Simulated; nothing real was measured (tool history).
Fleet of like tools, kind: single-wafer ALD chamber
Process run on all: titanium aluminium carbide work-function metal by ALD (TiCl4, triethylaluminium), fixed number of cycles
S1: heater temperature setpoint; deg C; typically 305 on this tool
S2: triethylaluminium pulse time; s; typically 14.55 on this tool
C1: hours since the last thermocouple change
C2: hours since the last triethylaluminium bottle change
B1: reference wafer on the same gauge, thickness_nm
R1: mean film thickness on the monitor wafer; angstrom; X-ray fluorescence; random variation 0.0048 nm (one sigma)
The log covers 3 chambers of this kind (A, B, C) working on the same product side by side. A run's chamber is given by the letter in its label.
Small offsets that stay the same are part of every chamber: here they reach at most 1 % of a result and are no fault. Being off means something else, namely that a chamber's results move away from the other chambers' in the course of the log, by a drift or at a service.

{"run": "1B", "hour": 3.5, "S1": 305, "S2": 14.55, "C1": 65.4, "C2": 132.5, "B1": 1.9604, "R1": 20.882}
{"run": "2C", "hour": 8.4, "S1": 305, "S2": 14.55, "C1": 1477.6, "C2": 137.9, "B1": 1.96, "R1": 20.863}
{"run": "3A", "hour": 10.5, "S1": 305, "S2": 14.55, "C1": 601.2, "C2": 321.6, "B1": 1.9594, "R1": 20.861}
{"run": "4B", "hour": 14.0, "S1": 305, "S2": 14.55, "C1": 75.9, "C2": 143.0, "B1": 1.9596, "R1": 20.84}
{"run": "5C", "hour": 17.2, "S1": 305, "S2": 14.55, "C1": 1486.4, "C2": 146.7, "B1": 1.9595, "R1": 20.873}
{"run": "6A", "hour": 20.6, "S1": 315, "S2": 10.33, "C1": 611.3, "C2": 331.7, "B1": 1.9596, "R1": 21.425}
{"run": "7B", "hour": 25.3, "S1": 315, "S2": 10.33, "C1": 87.2, "C2": 154.3, "B1": 1.9612, "R1": 21.246}
{"run": "8C", "hour": 27.8, "S1": 315, "S2": 10.33, "C1": 1497.0, "C2": 157.3, "B1": 1.9604, "R1": 21.169}
{"run": "9A", "hour": 30.9, "S1": 305, "S2": 14.55, "C1": 621.6, "C2": 342.0, "B1": 1.9602, "R1": 20.916}
{"run": "10C", "hour": 34.9, "S1": 305, "S2": 14.55, "C1": 1504.1, "C2": 164.4, "B1": 1.9593, "R1": 20.798}
{"run": "11B", "hour": 37.9, "S1": 305, "S2": 14.55, "C1": 99.8, "C2": 166.9, "B1": 1.9601, "R1": 20.868}
{"run": "12A", "hour": 40.4, "S1": 305, "S2": 14.55, "C1": 631.1, "C2": 351.5, "B1": 1.9601, "R1": 20.795}
{"run": "13C", "hour": 45.1, "S1": 311, "S2": 10.45, "C1": 1514.3, "C2": 174.6, "B1": 1.961, "R1": 20.929}
{"run": "14B", "hour": 47.6, "S1": 311, "S2": 10.45, "C1": 109.5, "C2": 176.6, "B1": 1.9596, "R1": 20.835}
{"run": "15A", "hour": 52.5, "S1": 311, "S2": 10.45, "C1": 643.2, "C2": 363.6, "B1": 1.9611, "R1": 20.569}
{"run": "16A", "hour": 56.4, "S1": 305, "S2": 14.55, "C1": 647.1, "C2": 367.5, "B1": 1.9599, "R1": 20.697}
{"run": "17C", "hour": 60.6, "S1": 305, "S2": 14.55, "C1": 1529.8, "C2": 190.1, "B1": 1.9611, "R1": 20.88}
{"run": "18B", "hour": 63.4, "S1": 305, "S2": 14.55, "C1": 125.3, "C2": 192.4, "B1": 1.9594, "R1": 20.896}
{"run": "19B", "hour": 67.7, "S1": 305, "S2": 14.55, "C1": 129.6, "C2": 196.7, "B1": 1.9596, "R1": 20.862}
{"run": "20A", "hour": 71.3, "S1": 305, "S2": 14.55, "C1": 662.0, "C2": 382.4, "B1": 1.9592, "R1": 20.516}
{"run": "21C", "hour": 75.3, "S1": 305, "S2": 14.55, "C1": 1544.5, "C2": 204.8, "B1": 1.9597, "R1": 20.785}
{"run": "22C", "hour": 80.1, "S1": 305, "S2": 14.55, "C1": 1549.3, "C2": 209.6, "B1": 1.9603, "R1": 20.817}

Is one chamber out of step, is the gauge drifting, or do the chambers differ by no more than their own small offsets? For an off chamber, give its letter and the likeliest cause.

Chamber A drifts away from the others.
Likeliest cause: triethylaluminium dose below that of a fresh bottle (%) = 29.7.
The log may not tell that from: wafer temperature below the value expected at the setpoint (K).

Here are 4 candidates for chamber A's next run, each the usual settings with a change, their results left as question marks. Which one brings its results back in line with what the others give on the usual settings?
In line means no further than this from the other chambers' mean on the usual settings: R1 0.170 angstrom
{"run": "23A-1", "hour": 83.6, "S1": 311, "S2": 16.18, "R1": "?"}
{"run": "23A-2", "hour": 83.6, "S1": 302, "S2": 13.71, "R1": "?"}
{"run": "23A-3", "hour": 83.6, "S1": 308, "S2": 15.39, "R1": "?"}
{"run": "23A-4", "hour": 83.6, "S1": 300, "S2": 13.09, "R1": "?"}

The other chambers' mean on the usual settings: R1 20.833 angstrom
run=23A-1 R1=21.179
run=23A-2 R1=20.034
run=23A-3 R1=20.820
run=23A-4 R1=19.737
Change 23A-3 lands the chamber within the allowed miss of the other chambers.
